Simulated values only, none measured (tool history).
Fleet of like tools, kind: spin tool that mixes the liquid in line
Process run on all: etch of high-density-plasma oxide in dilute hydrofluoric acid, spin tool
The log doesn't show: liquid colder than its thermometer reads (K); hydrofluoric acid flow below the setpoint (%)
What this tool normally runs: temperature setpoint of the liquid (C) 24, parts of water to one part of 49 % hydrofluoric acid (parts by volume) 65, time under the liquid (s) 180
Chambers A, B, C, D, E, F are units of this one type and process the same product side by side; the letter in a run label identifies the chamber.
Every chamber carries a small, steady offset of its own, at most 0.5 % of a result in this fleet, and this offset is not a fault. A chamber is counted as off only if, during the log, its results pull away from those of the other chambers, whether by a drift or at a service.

| run | hour | temperature setpoint of the liquid (C) | parts of water to one part of 49 % hydrofluoric acid (parts by volume) | time under the liquid (s) | hours since the thermometer was replaced | hours since the hydrofluoric acid flow meter was replaced | read-back film thickness of the high-density-plasma oxide reference wafer, read on the same gauge (nm) | thickness taken off the high-density-plasma oxide on a monitor wafer (angstrom) |
|---|---|---|---|---|---|---|---|---|
| 1F | 14.9 | 24 | 65 | 180 | 930.3 | 743.3 | 89.997 | 181.510 |
| 2E | 28.9 | 24 | 65 | 180 | 856.5 | 460.8 | 90.011 | 182.770 |
| 3B | 42.5 | 24 | 65 | 180 | 451.2 | 790.6 | 90.011 | 179.830 |
| 4A | 52.9 | 24 | 65 | 180 | 1766.5 | 89.3 | 90.002 | 178.600 |
| 5C | 64.9 | 24 | 65 | 180 | 1172.7 | 987.5 | 89.989 | 177.800 |
| 6D | 72.4 | 24 | 65 | 180 | 1375.4 | 618.5 | 90.002 | 180.990 |
| 7A | 79.9 | 24 | 65 | 180 | 1793.5 | 116.3 | 89.991 | 180.010 |
| 8D | 91.4 | 24 | 65 | 180 | 1394.4 | 637.5 | 90.004 | 179.750 |
| 9B | 100.2 | 24 | 65 | 180 | 508.9 | 848.3 | 90.001 | 178.570 |
| 10C | 110.9 | 24 | 65 | 180 | 1218.7 | 1033.5 | 90.002 | 180.130 |
| 11E | 126.5 | 24 | 65 | 180 | 954.1 | 558.4 | 89.980 | 180.810 |
| 12F | 136.8 | 24 | 65 | 180 | 1052.2 | 865.2 | 90.007 | 180.600 |
|  | 143.8 | chamber C: hydrofluoric acid flow meter replaced |
| 13F | 144.5 | 24 | 65 | 180 | 1059.9 | 872.9 | 90.003 | 181.360 |
| 14E | 158.8 | 24 | 65 | 180 | 986.4 | 590.7 | 90.004 | 179.800 |
| 15D | 165.9 | 24 | 65 | 180 | 1468.9 | 712.0 | 89.993 | 181.710 |
| 16A | 174.5 | 24 | 65 | 180 | 1888.1 | 210.9 | 90.001 | 179.830 |
| 17C | 189.1 | 24 | 65 | 180 | 1296.9 | 45.4 | 90.017 | 181.320 |
| 18B | 203.2 | 24 | 65 | 180 | 611.9 | 951.3 | 89.982 | 180.160 |
| 19B | 218.0 | 24 | 65 | 180 | 626.7 | 966.1 | 90.007 | 178.550 |
| 20A | 232.3 | 24 | 65 | 180 | 1945.9 | 268.7 | 90.016 | 179.550 |
| 21D | 247.3 | 24 | 65 | 180 | 1550.3 | 793.4 | 89.987 | 175.900 |
| 22F | 258.9 | 24 | 65 | 80 | 1174.3 | 987.3 | 89.987 | 80.778 |
| 23C | 275.0 | 24 | 65 | 80 | 1382.8 | 131.3 | 89.998 | 80.027 |
| 24E | 283.3 | 24 | 65 | 80 | 1110.9 | 715.2 | 90.017 | 76.610 |
| 25A | 292.0 | 24 | 65 | 80 | 2005.6 | 328.4 | 90.005 | 80.586 |
| 26F | 305.7 | 24 | 65 | 80 | 1221.1 | 1034.1 | 90.003 | 79.063 |
| 27C | 320.1 | 24 | 65 | 80 | 1427.9 | 176.4 | 89.981 | 79.985 |
| 28E | 332.9 | 24 | 65 | 180 | 1160.5 | 764.8 | 89.999 | 175.100 |
| 29D | 342.4 | 24 | 65 | 180 | 1645.4 | 888.5 | 89.994 | 179.820 |
| 30B | 353.9 | 24 | 65 | 180 | 762.6 | 1102.0 | 89.974 | 180.270 |
| 31D | 364.1 | 24 | 65 | 180 | 1667.1 | 910.2 | 90.002 | 176.340 |
| 32A | 376.9 | 24 | 65 | 180 | 2090.5 | 413.3 | 90.005 | 178.930 |
| 33F | 387.0 | 26 | 50 | 180 | 1302.4 | 1115.4 | 89.997 | 260.650 |
| 34B | 399.3 | 26 | 50 | 180 | 808.0 | 1147.4 | 90.006 | 258.710 |
| 35C | 412.7 | 26 | 50 | 180 | 1520.5 | 269.0 | 89.995 | 257.790 |
| 36E | 425.5 | 26 | 50 | 180 | 1253.1 | 857.4 | 90.012 | 247.670 |
| 37D | 441.6 | 26 | 50 | 180 | 1744.6 | 987.7 | 90.003 | 258.520 |
| 38F | 456.5 | 26 | 50 | 180 | 1371.9 | 1184.9 | 89.993 | 265.440 |
| 39E | 464.6 | 24 | 65 | 180 | 1292.2 | 896.5 | 90.006 | 170.140 |
| 40B | 479.7 | 24 | 65 | 180 | 888.4 | 1227.8 | 89.993 | 180.610 |
| 41A | 487.0 | 24 | 65 | 180 | 2200.6 | 523.4 | 90.029 | 181.500 |

What goes on in this fleet: one chamber off, a drifting gauge, or nothing beyond the chambers' own small offsets? Name the chamber and the cause, if any.

One chamber, E, drifts off from the rest bit by bit.
Most likely cause: liquid colder than its thermometer reads (K) = 1.65.
From this log alone, it may not be told apart from: hydrofluoric acid flow below the setpoint (%).

Here are 4 candidates for chamber E's next run, each the usual settings with a change, their results left as question marks. Which one brings its results back in line with what the others give on the usual settings?
To be in line, a result may differ from the other chambers' mean on the usual settings by at most: thickness taken off the high-density-plasma oxide on a monitor wafer (angstrom) 6.100
| 42E-1 | 498.6 | 23.5 | 65 | 160 |  |  |  | ? |
| 42E-2 | 498.6 | 24.5 | 65 | 200 |  |  |  | ? |
| 42E-3 | 498.6 | 24.0 | 65 | 170 |  |  |  | ? |
| 42E-4 | 498.6 | 24.0 | 65 | 190 |  |  |  | ? |

Mean of the other chambers on the usual settings: thickness taken off the high-density-plasma oxide on a monitor wafer (angstrom) 179.850
| run | thickness taken off the high-density-plasma oxide on a monitor wafer (angstrom) |
|---|---|
| 42E-1 | 147.000 |
| 42E-2 | 191.320 |
| 42E-3 | 159.380 |
| 42E-4 | 178.130 |
42E-4 puts the chamber back in line with the other chambers.
